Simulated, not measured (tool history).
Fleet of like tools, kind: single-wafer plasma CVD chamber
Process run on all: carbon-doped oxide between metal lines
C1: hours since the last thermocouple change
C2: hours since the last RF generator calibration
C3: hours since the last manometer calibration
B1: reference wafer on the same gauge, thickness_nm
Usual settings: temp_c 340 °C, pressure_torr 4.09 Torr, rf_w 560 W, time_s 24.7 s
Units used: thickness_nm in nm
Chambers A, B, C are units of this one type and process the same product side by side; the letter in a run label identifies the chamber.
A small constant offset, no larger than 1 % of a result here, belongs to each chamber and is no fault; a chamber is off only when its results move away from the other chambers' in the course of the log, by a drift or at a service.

{"run": "1C", "hour": 8.0, "temp_c": 340, "pressure_torr": 4.09, "rf_w": 560, "time_s": 24.7, "C1": 1762.1, "C2": 773.3, "C3": 388, "B1": 122.94, "thickness_nm": 136.74}
{"run": "2B", "hour": 12.4, "temp_c": 340, "pressure_torr": 4.09, "rf_w": 560, "time_s": 24.7, "C1": 1476.7, "C2": 2224.2, "C3": 1500.6, "B1": 122.94, "thickness_nm": 134.94}
{"run": "3A", "hour": 17.5, "temp_c": 340, "pressure_torr": 4.09, "rf_w": 560, "time_s": 24.7, "C1": 1351, "C2": 1049, "C3": 1367.8, "B1": 122.91, "thickness_nm": 135.75}
{"run": "4A", "hour": 23.6, "temp_c": 340, "pressure_torr": 4.09, "rf_w": 560, "time_s": 24.7, "C1": 1357.1, "C2": 1055.1, "C3": 1373.9, "B1": 122.91, "thickness_nm": 135.8}
{"run": "5C", "hour": 31.5, "temp_c": 340, "pressure_torr": 4.09, "rf_w": 560, "time_s": 24.7, "C1": 1785.6, "C2": 796.8, "C3": 411.5, "B1": 122.86, "thickness_nm": 136.8}
{"run": "6B", "hour": 36.4, "temp_c": 340, "pressure_torr": 4.09, "rf_w": 560, "time_s": 24.7, "C1": 1500.7, "C2": 2248.2, "C3": 1524.6, "B1": 122.87, "thickness_nm": 135.08}
{"run": "7A", "hour": 41.6, "temp_c": 340, "pressure_torr": 4.09, "rf_w": 485, "time_s": 24.7, "C1": 1375.1, "C2": 1073.1, "C3": 1391.9, "B1": 122.82, "thickness_nm": 123.93}
{"hour": 45.9, "done": "chamber B: RF generator calibrated"}
{"run": "8C", "hour": 46.7, "temp_c": 340, "pressure_torr": 4.09, "rf_w": 485, "time_s": 24.7, "C1": 1800.8, "C2": 812, "C3": 426.7, "B1": 122.79, "thickness_nm": 124.42}
{"run": "9B", "hour": 55.9, "temp_c": 340, "pressure_torr": 4.09, "rf_w": 485, "time_s": 24.7, "C1": 1520.2, "C2": 10, "C3": 1544.1, "B1": 122.76, "thickness_nm": 123.15}
{"run": "10A", "hour": 64.2, "temp_c": 331, "pressure_torr": 3.67, "rf_w": 560, "time_s": 24.7, "C1": 1397.7, "C2": 1095.7, "C3": 1414.5, "B1": 122.74, "thickness_nm": 137.93}
{"run": "11B", "hour": 70.0, "temp_c": 331, "pressure_torr": 3.67, "rf_w": 560, "time_s": 24.7, "C1": 1534.3, "C2": 24.1, "C3": 1558.2, "B1": 122.72, "thickness_nm": 137.25}
{"run": "12C", "hour": 76.7, "temp_c": 331, "pressure_torr": 3.67, "rf_w": 560, "time_s": 24.7, "C1": 1830.8, "C2": 842, "C3": 456.7, "B1": 122.72, "thickness_nm": 138.78}
{"run": "13A", "hour": 83.4, "temp_c": 340, "pressure_torr": 4.09, "rf_w": 560, "time_s": 24.7, "C1": 1416.9, "C2": 1114.9, "C3": 1433.7, "B1": 122.68, "thickness_nm": 135.51}
{"run": "14C", "hour": 91.7, "temp_c": 340, "pressure_torr": 4.09, "rf_w": 560, "time_s": 24.7, "C1": 1845.8, "C2": 857, "C3": 471.7, "B1": 122.64, "thickness_nm": 136.35}
{"run": "15B", "hour": 97.5, "temp_c": 340, "pressure_torr": 4.09, "rf_w": 560, "time_s": 24.7, "C1": 1561.8, "C2": 51.6, "C3": 1585.7, "B1": 122.61, "thickness_nm": 134.6}
{"run": "16A", "hour": 103.4, "temp_c": 340, "pressure_torr": 4.09, "rf_w": 560, "time_s": 24.7, "C1": 1436.9, "C2": 1134.9, "C3": 1453.7, "B1": 122.6, "thickness_nm": 135.52}
{"run": "17B", "hour": 109.5, "temp_c": 340, "pressure_torr": 4.09, "rf_w": 560, "time_s": 24.7, "C1": 1573.8, "C2": 63.6, "C3": 1597.7, "B1": 122.57, "thickness_nm": 134.28}
{"run": "18C", "hour": 114.9, "temp_c": 349, "pressure_torr": 4.09, "rf_w": 560, "time_s": 24.7, "C1": 1869, "C2": 880.2, "C3": 494.9, "B1": 122.54, "thickness_nm": 132.71}
{"run": "19A", "hour": 121.0, "temp_c": 349, "pressure_torr": 4.09, "rf_w": 560, "time_s": 24.7, "C1": 1454.5, "C2": 1152.5, "C3": 1471.3, "B1": 122.51, "thickness_nm": 131.83}
{"run": "20B", "hour": 130.2, "temp_c": 349, "pressure_torr": 4.09, "rf_w": 560, "time_s": 24.7, "C1": 1594.5, "C2": 84.3, "C3": 1618.4, "B1": 122.51, "thickness_nm": 131.1}
{"run": "21C", "hour": 135.2, "temp_c": 340, "pressure_torr": 4.09, "rf_w": 560, "time_s": 24.7, "C1": 1889.3, "C2": 900.5, "C3": 515.2, "B1": 122.5, "thickness_nm": 136.17}
{"run": "22A", "hour": 140.5, "temp_c": 340, "pressure_torr": 4.09, "rf_w": 560, "time_s": 24.7, "C1": 1474, "C2": 1172, "C3": 1490.8, "B1": 122.44, "thickness_nm": 135.55}
{"run": "23B", "hour": 148.4, "temp_c": 340, "pressure_torr": 4.09, "rf_w": 560, "time_s": 24.7, "C1": 1612.7, "C2": 102.5, "C3": 1636.6, "B1": 122.43, "thickness_nm": 134.63}

Is one chamber out of step, is the gauge drifting, or do the chambers differ by no more than their own small offsets? For an off chamber, give its letter and the likeliest cause.

Every chamber seems to shift together because the gauge that measures them all drifts; the chambers themselves are fine.
Likeliest cause: gauge reads low (%) = 0.5.
